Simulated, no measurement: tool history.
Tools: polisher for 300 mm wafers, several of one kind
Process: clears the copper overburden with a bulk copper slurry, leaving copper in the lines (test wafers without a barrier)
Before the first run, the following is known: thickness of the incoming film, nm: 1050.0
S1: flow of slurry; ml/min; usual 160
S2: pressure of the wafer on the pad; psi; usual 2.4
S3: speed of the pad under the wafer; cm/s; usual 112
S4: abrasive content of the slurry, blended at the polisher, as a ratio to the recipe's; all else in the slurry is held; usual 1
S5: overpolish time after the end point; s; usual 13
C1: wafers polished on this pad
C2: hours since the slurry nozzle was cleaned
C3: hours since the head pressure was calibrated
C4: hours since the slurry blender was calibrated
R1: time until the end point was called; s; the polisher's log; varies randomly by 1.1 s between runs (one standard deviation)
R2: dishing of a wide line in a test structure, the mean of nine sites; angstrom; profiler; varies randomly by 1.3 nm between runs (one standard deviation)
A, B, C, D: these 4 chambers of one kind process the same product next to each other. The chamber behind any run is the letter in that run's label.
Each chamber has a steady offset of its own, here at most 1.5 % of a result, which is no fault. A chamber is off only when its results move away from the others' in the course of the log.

run	day	S1	S2	S3	S4	S5	C1	C2	C3	C4	R1	R2
1C	0.433	160	2.4	112	1	13	427	746.6	174	42.6	132.47	583.72
2A	0.85	160	2.4	112	1	13	1224	96.7	1166.5	42.3	133.12	597.35
3D	1.154	160	2.4	112	1	13	662	259.5	497.2	37.6	131.09	567.34
# day 1.192: chamber A: worn pad replaced by a new one
4B	1.604	160	2.4	112	1	13	620	501.5	916.1	124.2	129.16	586.56
5B	1.912	160	1.8	112	1.1	13	697	508.9	923.5	131.6	170.11	476.73
# day 2.221: chamber C: worn pad replaced by a new one
6A	2.242	160	1.8	112	1.1	13	263	130.1	1199.9	75.7	172.08	474.18
# day 2.533: chamber D: worn pad replaced by a new one
7D	2.65	160	1.8	112	1.1	13	29	295.4	533.1	73.5	166.47	468.68
# day 3.004: chamber C: slurry nozzle cleaned
8C	3.054	160	1.8	112	1.1	13	209	1.2	236.9	105.5	167.12	446.84
9B	3.325	160	2.9	112	1	13	1052	542.8	957.4	165.5	107.05	654.11
10A	3.625	160	2.9	112	1	13	610	163.3	1233.1	108.9	107.95	670.17
11D	4.117	160	2.9	112	1	13	397	330.6	568.3	108.7	106.96	668.62
12C	4.538	160	2.9	112	1	13	581	36.8	272.5	141.1	110.03	641
13B	4.758	160	2.4	112	1	13	1411	577.2	991.8	199.9	129.38	584.66
# day 4.992: chamber B: worn pad replaced by a new one
14D	5	160	2.4	112	1	13	619	351.8	589.5	129.9	128.87	573.1
15C	5.267	200	2.7	112	1	13	764	54.3	290	158.6	111.11	629.11
16A	5.683	200	2.7	112	1	13	1126	212.7	1282.5	158.3	111.31	635.96
# day 5.729: chamber C: worn pad replaced by a new one
17C	6.046	200	2.7	112	1	13	80	73	308.7	177.3	110.64	657.79
# day 6.412: chamber A: worn pad replaced by a new one
18B	6.442	200	2.7	112	1	13	364	617.6	1032.2	240.3	111.34	648.09
19A	6.783	160	2.4	112	1	13	93	239.1	1308.9	184.7	130.22	577.86
20D	7.025	160	2.4	112	1	13	1127	400.4	638.1	178.5	129.76	591.45
# day 7.075: chamber D: worn pad replaced by a new one
# day 7.358: chamber D: slurry blender recalibrated
21C	7.483	160	2.4	112	1	13	440	107.5	343.2	211.8	128.24	579.39
# day 7.575: chamber B: head pressure recalibrated
22B	7.733	160	2.4	112	1	13	688	648.6	3.8	271.3	121.56	624.08
23D	8.171	210	2.4	112	1	9	275	427.9	665.6	19.5	124.69	466.9
# day 8.262: chamber D: slurry nozzle cleaned
24A	8.496	210	2.4	112	1	9	522	280.2	1350	225.8	123.67	452.37
# day 8.65: chamber C: slurry blender recalibrated
25B	8.8	210	2.4	112	1	9	955	674.2	29.4	296.9	117.42	480.85
# day 8.942: chamber C: worn pad replaced by a new one
26D	9.246	210	2.4	112	1	9	544	23.7	691.4	45.3	122.91	458.81
27A	9.554	160	2.4	112	1	13	788	305.6	1375.4	251.2	127.78	570.51
# day 9.662: chamber A: slurry blender recalibrated
28C	9.967	160	2.4	112	1	13	257	167.1	402.8	31.7	130.89	566.77
29A	10.271	160	2.4	112	1	13	968	322.8	1392.6	14.6	129.68	546.81
# day 10.383: chamber B: worn pad replaced by a new one
30D	10.571	160	2.4	112	1	13	877	55.5	723.2	77.1	127.75	573.34
# day 10.704: chamber B: slurry nozzle cleaned
31B	10.867	160	2.4	112	1	13	122	4	79	346.5	122.17	608.74
32C	11.192	160	2.4	112	1	13	564	196.5	432.2	61.1	132.6	578.74
33C	11.45	160	2.4	112	1	13	629	202.7	438.4	67.3	129.86	568.97
# day 11.612: chamber D: worn pad replaced by a new one
# day 11.704: chamber A: worn pad replaced by a new one
34B	11.783	120	2.4	112	1	10	352	26	101	368.5	126.02	475.14
# day 11.854: chamber C: worn pad replaced by a new one
35D	12.071	120	2.4	112	1	10	115	91.5	759.2	113.1	135.76	470.96
36A	12.3	120	2.4	112	1	10	149	371.5	1441.3	63.3	134.23	458.74
37D	12.729	120	2.4	112	1	10	281	107.3	775	128.9	136.22	460.52
38A	13.071	160	2.4	112	1	13	342	390	1459.8	81.8	129.13	562.87
39B	13.429	160	2.4	112	1	13	764	65.5	140.5	408	122.28	595.91
40C	13.9	160	2.4	112	1	13	513	261.5	497.2	126.1	129.64	561.39
41B	14.358	160	2.4	112	1	13	997	87.8	162.8	430.3	121.11	618.56

Next, all 4 chambers run the settings below, one line each with question marks for the results. What does each chamber give?
42A	14.721	160	2.4	112	1	13					?	?
42B	14.721	160	2.4	112	1	13					?	?
42C	14.721	160	2.4	112	1	13					?	?
42D	14.721	160	2.4	112	1	13					?	?

run	R1	R2
42A	130.33	566.73
42B	119.98	616.45
42C	129.31	588.23
42D	129.71	542.94
